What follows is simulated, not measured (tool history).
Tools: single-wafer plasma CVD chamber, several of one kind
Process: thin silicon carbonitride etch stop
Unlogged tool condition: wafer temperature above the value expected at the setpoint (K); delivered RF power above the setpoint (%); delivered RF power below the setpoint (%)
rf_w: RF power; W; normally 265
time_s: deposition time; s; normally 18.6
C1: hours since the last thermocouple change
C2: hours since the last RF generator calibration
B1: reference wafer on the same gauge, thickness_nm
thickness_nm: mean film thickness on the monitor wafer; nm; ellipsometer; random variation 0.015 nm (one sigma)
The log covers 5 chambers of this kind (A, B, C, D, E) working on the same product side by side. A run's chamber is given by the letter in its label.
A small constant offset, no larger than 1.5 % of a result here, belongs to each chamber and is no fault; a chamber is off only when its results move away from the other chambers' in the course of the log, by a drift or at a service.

run 1D hour=5.1 | rf_w=265 time_s=18.6 | C1=1278.2 C2=1197.3 | B1=13.108 | thickness_nm=11.495
run 2C hour=10.7 | rf_w=265 time_s=18.6 | C1=555.8 C2=1168.4 | B1=13.102 | thickness_nm=11.647
run 3E hour=15.8 | rf_w=265 time_s=18.6 | C1=155.4 C2=822.0 | B1=13.100 | thickness_nm=11.388
run 4A hour=20.3 | rf_w=265 time_s=18.6 | C1=170.4 C2=997.7 | B1=13.105 | thickness_nm=11.643
run 5B hour=28.0 | rf_w=265 time_s=18.6 | C1=272.8 C2=1276.7 | B1=13.104 | thickness_nm=11.520
run 6B hour=32.8 | rf_w=265 time_s=18.6 | C1=277.6 C2=1281.5 | B1=13.104 | thickness_nm=11.500
run 7E hour=39.4 | rf_w=265 time_s=18.6 | C1=179.0 C2=845.6 | B1=13.112 | thickness_nm=11.425
run 8A hour=43.5 | rf_w=265 time_s=18.6 | C1=193.6 C2=1020.9 | B1=13.115 | thickness_nm=11.669
run 9D hour=48.9 | rf_w=265 time_s=18.6 | C1=1322.0 C2=1241.1 | B1=13.110 | thickness_nm=11.542
run 10C hour=55.7 | rf_w=265 time_s=18.6 | C1=600.8 C2=1213.4 | B1=13.113 | thickness_nm=11.628
run 11C hour=60.5 | rf_w=265 time_s=18.6 | C1=605.6 C2=1218.2 | B1=13.119 | thickness_nm=11.653
run 12D hour=67.3 | rf_w=265 time_s=18.6 | C1=1340.4 C2=1259.5 | B1=13.121 | thickness_nm=11.535
run 13A hour=73.1 | rf_w=285 time_s=19.8 | C1=223.2 C2=1050.5 | B1=13.119 | thickness_nm=12.699
run 14E hour=79.8 | rf_w=285 time_s=19.8 | C1=219.4 C2=886.0 | B1=13.122 | thickness_nm=12.407
run 15B hour=87.5 | rf_w=285 time_s=19.8 | C1=332.3 C2=1336.2 | B1=13.130 | thickness_nm=12.546
run 16B hour=92.6 | rf_w=285 time_s=19.8 | C1=337.4 C2=1341.3 | B1=13.128 | thickness_nm=12.525
run 17C hour=96.1 | rf_w=285 time_s=19.8 | C1=641.2 C2=1253.8 | B1=13.132 | thickness_nm=12.692
run 18E hour=100.5 | rf_w=265 time_s=18.6 | C1=240.1 C2=906.7 | B1=13.130 | thickness_nm=11.408
run 19D hour=105.1 | rf_w=265 time_s=18.6 | C1=1378.2 C2=1297.3 | B1=13.134 | thickness_nm=11.557
run 20A hour=109.3 | rf_w=265 time_s=18.6 | C1=259.4 C2=1086.7 | B1=13.136 | thickness_nm=11.667
run 21D hour=115.3 | rf_w=265 time_s=18.6 | C1=1388.4 C2=1307.5 | B1=13.137 | thickness_nm=11.540
-- hour=116.7 chamber B: RF generator calibrated
run 22A hour=122.3 | rf_w=265 time_s=18.6 | C1=272.4 C2=1099.7 | B1=13.137 | thickness_nm=11.654
run 23C hour=126.4 | rf_w=265 time_s=18.6 | C1=671.5 C2=1284.1 | B1=13.136 | thickness_nm=11.677
run 24E hour=132.9 | rf_w=265 time_s=18.6 | C1=272.5 C2=939.1 | B1=13.140 | thickness_nm=11.405
run 25B hour=139.6 | rf_w=265 time_s=18.6 | C1=384.4 C2=22.9 | B1=13.145 | thickness_nm=11.543
run 26B hour=144.9 | rf_w=225 time_s=19.9 | C1=389.7 C2=28.2 | B1=13.137 | thickness_nm=11.725
run 27A hour=149.5 | rf_w=225 time_s=19.9 | C1=299.6 C2=1126.9 | B1=13.143 | thickness_nm=11.886
run 28E hour=154.9 | rf_w=225 time_s=19.9 | C1=294.5 C2=961.1 | B1=13.150 | thickness_nm=11.642
run 29C hour=158.9 | rf_w=225 time_s=19.9 | C1=704.0 C2=1316.6 | B1=13.143 | thickness_nm=11.922
run 30D hour=164.0 | rf_w=225 time_s=19.9 | C1=1437.1 C2=1356.2 | B1=13.146 | thickness_nm=11.774
run 31E hour=168.0 | rf_w=265 time_s=18.6 | C1=307.6 C2=974.2 | B1=13.151 | thickness_nm=11.392
run 32D hour=174.1 | rf_w=265 time_s=18.6 | C1=1447.2 C2=1366.3 | B1=13.153 | thickness_nm=11.542
run 33B hour=181.9 | rf_w=265 time_s=18.6 | C1=426.7 C2=65.2 | B1=13.155 | thickness_nm=11.562
run 34C hour=187.1 | rf_w=265 time_s=18.6 | C1=732.2 C2=1344.8 | B1=13.156 | thickness_nm=11.688
run 35A hour=192.9 | rf_w=265 time_s=18.6 | C1=343.0 C2=1170.3 | B1=13.158 | thickness_nm=11.686
run 36E hour=197.4 | rf_w=265 time_s=18.6 | C1=337.0 C2=1003.6 | B1=13.157 | thickness_nm=11.435
run 37D hour=202.7 | rf_w=265 time_s=18.6 | C1=1475.8 C2=1394.9 | B1=13.163 | thickness_nm=11.563
run 38A hour=206.5 | rf_w=305 time_s=17.3 | C1=356.6 C2=1183.9 | B1=13.161 | thickness_nm=11.379
run 39C hour=211.5 | rf_w=305 time_s=17.3 | C1=756.6 C2=1369.2 | B1=13.164 | thickness_nm=11.335
run 40B hour=218.5 | rf_w=305 time_s=17.3 | C1=463.3 C2=101.8 | B1=13.163 | thickness_nm=11.235
run 41C hour=224.9 | rf_w=305 time_s=17.3 | C1=770.0 C2=1382.6 | B1=13.169 | thickness_nm=11.323

All 5 chambers run these settings next. Forecast each chamber's results:
run 42A hour=230.7 | rf_w=265 time_s=20.2 | thickness_nm=?
run 42B hour=230.7 | rf_w=265 time_s=20.2 | thickness_nm=?
run 42C hour=230.7 | rf_w=265 time_s=20.2 | thickness_nm=?
run 42D hour=230.7 | rf_w=265 time_s=20.2 | thickness_nm=?
run 42E hour=230.7 | rf_w=265 time_s=20.2 | thickness_nm=?

run=42A thickness_nm=12.744
run=42B thickness_nm=12.537
run=42C thickness_nm=12.692
run=42D thickness_nm=12.568
run=42E thickness_nm=12.401
